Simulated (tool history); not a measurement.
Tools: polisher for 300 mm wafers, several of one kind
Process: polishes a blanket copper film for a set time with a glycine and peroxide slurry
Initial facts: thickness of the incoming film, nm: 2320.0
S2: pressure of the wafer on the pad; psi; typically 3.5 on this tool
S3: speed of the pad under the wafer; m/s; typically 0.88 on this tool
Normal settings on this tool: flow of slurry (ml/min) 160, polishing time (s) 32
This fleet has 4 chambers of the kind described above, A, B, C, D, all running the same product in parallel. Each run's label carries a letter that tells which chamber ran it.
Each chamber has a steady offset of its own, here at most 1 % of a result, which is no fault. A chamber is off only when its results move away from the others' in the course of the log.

-- hour=5.5 chamber D: worn pad replaced by a new one
run 1D hour=15.5 | flow_of_slurry_(ml/min)=160 S2=3.5 S3=0.88 polishing_time_(s)=32 | film_removed_(nm)=154.58
-- hour=17.2 chamber A: worn pad replaced by a new one
run 2C hour=23.7 | flow_of_slurry_(ml/min)=160 S2=3.5 S3=0.88 polishing_time_(s)=32 | film_removed_(nm)=152.31
run 3A hour=33.6 | flow_of_slurry_(ml/min)=160 S2=3.5 S3=0.88 polishing_time_(s)=32 | film_removed_(nm)=155.09
run 4B hour=45.8 | flow_of_slurry_(ml/min)=160 S2=3.5 S3=0.88 polishing_time_(s)=32 | film_removed_(nm)=152.92
-- hour=50.6 chamber C: worn pad replaced by a new one
run 5C hour=59.5 | flow_of_slurry_(ml/min)=160 S2=3.5 S3=0.88 polishing_time_(s)=32 | film_removed_(nm)=155.20
-- hour=63.1 chamber B: worn pad replaced by a new one
run 6D hour=75.5 | flow_of_slurry_(ml/min)=160 S2=3.5 S3=0.88 polishing_time_(s)=32 | film_removed_(nm)=156.60
run 7A hour=89.1 | flow_of_slurry_(ml/min)=160 S2=3.5 S3=1.12 polishing_time_(s)=32 | film_removed_(nm)=190.07
run 8B hour=100.6 | flow_of_slurry_(ml/min)=160 S2=3.5 S3=1.12 polishing_time_(s)=32 | film_removed_(nm)=189.06
-- hour=103.3 chamber B: slurry nozzle cleaned
run 9B hour=114.7 | flow_of_slurry_(ml/min)=160 S2=3.5 S3=1.12 polishing_time_(s)=32 | film_removed_(nm)=191.58
-- hour=117.3 chamber D: worn pad replaced by a new one
run 10A hour=124.1 | flow_of_slurry_(ml/min)=160 S2=3.5 S3=1.12 polishing_time_(s)=32 | film_removed_(nm)=192.59
-- hour=127.9 chamber A: worn pad replaced by a new one
run 11C hour=133.4 | flow_of_slurry_(ml/min)=160 S2=3.5 S3=0.88 polishing_time_(s)=32 | film_removed_(nm)=155.18
run 12D hour=146.0 | flow_of_slurry_(ml/min)=180 S2=3.5 S3=0.88 polishing_time_(s)=32 | film_removed_(nm)=156.94
-- hour=157.6 chamber D: head pressure recalibrated
run 13B hour=161.0 | flow_of_slurry_(ml/min)=180 S2=3.5 S3=0.88 polishing_time_(s)=32 | film_removed_(nm)=156.05
-- hour=161.8 chamber B: worn pad replaced by a new one
-- hour=163.9 chamber C: worn pad replaced by a new one
run 14C hour=175.2 | flow_of_slurry_(ml/min)=180 S2=3.5 S3=0.88 polishing_time_(s)=32 | film_removed_(nm)=155.59
-- hour=184.6 chamber A: head pressure recalibrated
run 15D hour=185.6 | flow_of_slurry_(ml/min)=180 S2=3.5 S3=0.88 polishing_time_(s)=32 | film_removed_(nm)=158.48
run 16A hour=193.4 | flow_of_slurry_(ml/min)=160 S2=3.5 S3=0.88 polishing_time_(s)=32 | film_removed_(nm)=140.12
run 17C hour=205.0 | flow_of_slurry_(ml/min)=160 S2=3.5 S3=0.88 polishing_time_(s)=32 | film_removed_(nm)=154.00
run 18A hour=215.9 | flow_of_slurry_(ml/min)=160 S2=3.5 S3=0.88 polishing_time_(s)=32 | film_removed_(nm)=139.40
-- hour=224.2 chamber D: worn pad replaced by a new one
run 19B hour=228.5 | flow_of_slurry_(ml/min)=160 S2=3.5 S3=0.88 polishing_time_(s)=32 | film_removed_(nm)=153.48
-- hour=232.9 chamber A: worn pad replaced by a new one
run 20D hour=242.2 | flow_of_slurry_(ml/min)=160 S2=3.5 S3=0.88 polishing_time_(s)=32 | film_removed_(nm)=155.02
-- hour=255.0 chamber B: worn pad replaced by a new one
run 21A hour=255.6 | flow_of_slurry_(ml/min)=160 S2=2.4 S3=0.88 polishing_time_(s)=38 | film_removed_(nm)=125.50
run 22D hour=263.3 | flow_of_slurry_(ml/min)=160 S2=2.4 S3=0.88 polishing_time_(s)=38 | film_removed_(nm)=135.10
run 23B hour=274.4 | flow_of_slurry_(ml/min)=160 S2=2.4 S3=0.88 polishing_time_(s)=38 | film_removed_(nm)=134.66
-- hour=283.8 chamber C: worn pad replaced by a new one
run 24C hour=285.8 | flow_of_slurry_(ml/min)=160 S2=2.4 S3=0.88 polishing_time_(s)=38 | film_removed_(nm)=132.28
run 25A hour=296.7 | flow_of_slurry_(ml/min)=160 S2=3.5 S3=0.88 polishing_time_(s)=32 | film_removed_(nm)=138.81
-- hour=304.4 chamber B: slurry nozzle cleaned
run 26D hour=308.9 | flow_of_slurry_(ml/min)=160 S2=3.5 S3=0.88 polishing_time_(s)=32 | film_removed_(nm)=153.97
run 27B hour=321.6 | flow_of_slurry_(ml/min)=160 S2=3.5 S3=0.88 polishing_time_(s)=32 | film_removed_(nm)=156.52
-- hour=322.3 chamber C: slurry nozzle cleaned
run 28C hour=333.9 | flow_of_slurry_(ml/min)=160 S2=4.4 S3=0.88 polishing_time_(s)=32 | film_removed_(nm)=188.05
-- hour=334.6 chamber A: worn pad replaced by a new one
-- hour=340.4 chamber D: worn pad replaced by a new one
run 29D hour=345.7 | flow_of_slurry_(ml/min)=160 S2=4.4 S3=0.88 polishing_time_(s)=32 | film_removed_(nm)=185.65
-- hour=357.1 chamber B: worn pad replaced by a new one
run 30B hour=359.2 | flow_of_slurry_(ml/min)=160 S2=4.4 S3=0.88 polishing_time_(s)=32 | film_removed_(nm)=187.84
run 31A hour=368.7 | flow_of_slurry_(ml/min)=160 S2=4.4 S3=0.88 polishing_time_(s)=32 | film_removed_(nm)=168.15
-- hour=380.6 chamber D: slurry nozzle cleaned
run 32C hour=383.9 | flow_of_slurry_(ml/min)=160 S2=3.5 S3=0.88 polishing_time_(s)=32 | film_removed_(nm)=154.07
-- hour=393.5 chamber C: worn pad replaced by a new one
run 33D hour=395.6 | flow_of_slurry_(ml/min)=160 S2=3.5 S3=0.88 polishing_time_(s)=32 | film_removed_(nm)=153.02
run 34B hour=407.6 | flow_of_slurry_(ml/min)=160 S2=3.5 S3=0.88 polishing_time_(s)=32 | film_removed_(nm)=154.82
run 35A hour=416.8 | flow_of_slurry_(ml/min)=160 S2=3.5 S3=0.88 polishing_time_(s)=32 | film_removed_(nm)=139.61
-- hour=425.0 chamber A: worn pad replaced by a new one
run 36C hour=429.6 | flow_of_slurry_(ml/min)=160 S2=3.5 S3=0.88 polishing_time_(s)=32 | film_removed_(nm)=155.63
-- hour=437.2 chamber D: worn pad replaced by a new one
run 37B hour=438.6 | flow_of_slurry_(ml/min)=160 S2=3.5 S3=0.88 polishing_time_(s)=32 | film_removed_(nm)=153.39
run 38D hour=453.6 | flow_of_slurry_(ml/min)=160 S2=3.5 S3=0.88 polishing_time_(s)=32 | film_removed_(nm)=153.97
run 39A hour=463.4 | flow_of_slurry_(ml/min)=160 S2=3.5 S3=0.88 polishing_time_(s)=32 | film_removed_(nm)=139.24
-- hour=472.6 chamber B: worn pad replaced by a new one
run 40C hour=473.9 | flow_of_slurry_(ml/min)=160 S2=3.5 S3=0.88 polishing_time_(s)=32 | film_removed_(nm)=152.40
-- hour=486.6 chamber C: worn pad replaced by a new one
run 41C hour=489.3 | flow_of_slurry_(ml/min)=160 S2=3.5 S3=0.88 polishing_time_(s)=32 | film_removed_(nm)=152.48
run 42A hour=498.3 | flow_of_slurry_(ml/min)=180 S2=2.6 S3=0.88 polishing_time_(s)=32 | film_removed_(nm)=112.06
run 43B hour=509.9 | flow_of_slurry_(ml/min)=180 S2=2.6 S3=0.88 polishing_time_(s)=32 | film_removed_(nm)=123.75

One chamber off, gauge drift, or nothing amiss beyond the chambers' own small offsets? If it is a chamber, which one, and what is the likeliest cause?

A service left chamber A off against the others.
Most likely cause: head's pressure below its setpoint, % = 11.3.

Which of the 4 candidates below, each the usual settings with something changed and its results left as question marks, puts chamber A back in line with what the other chambers give on the usual settings?
In line means no further than this from the other chambers' mean on the usual settings: film removed (nm) 4.30
run 44A-1 hour=521.5 | flow_of_slurry_(ml/min)=160 S2=4.0 S3=0.88 polishing_time_(s)=32 | film_removed_(nm)=?
run 44A-2 hour=521.5 | flow_of_slurry_(ml/min)=160 S2=3.6 S3=0.90 polishing_time_(s)=32 | film_removed_(nm)=?
run 44A-3 hour=521.5 | flow_of_slurry_(ml/min)=160 S2=3.4 S3=0.84 polishing_time_(s)=31 | film_removed_(nm)=?
run 44A-4 hour=521.5 | flow_of_slurry_(ml/min)=160 S2=3.3 S3=0.88 polishing_time_(s)=32 | film_removed_(nm)=?

On the usual settings, the other chambers give on average: film removed (nm) 154.43
run=44A-1 film_removed_(nm)=156.02
run=44A-2 film_removed_(nm)=145.53
run=44A-3 film_removed_(nm)=127.00
run=44A-4 film_removed_(nm)=132.92
44A-1 is the one that brings the chamber's results back in line with the other chambers.

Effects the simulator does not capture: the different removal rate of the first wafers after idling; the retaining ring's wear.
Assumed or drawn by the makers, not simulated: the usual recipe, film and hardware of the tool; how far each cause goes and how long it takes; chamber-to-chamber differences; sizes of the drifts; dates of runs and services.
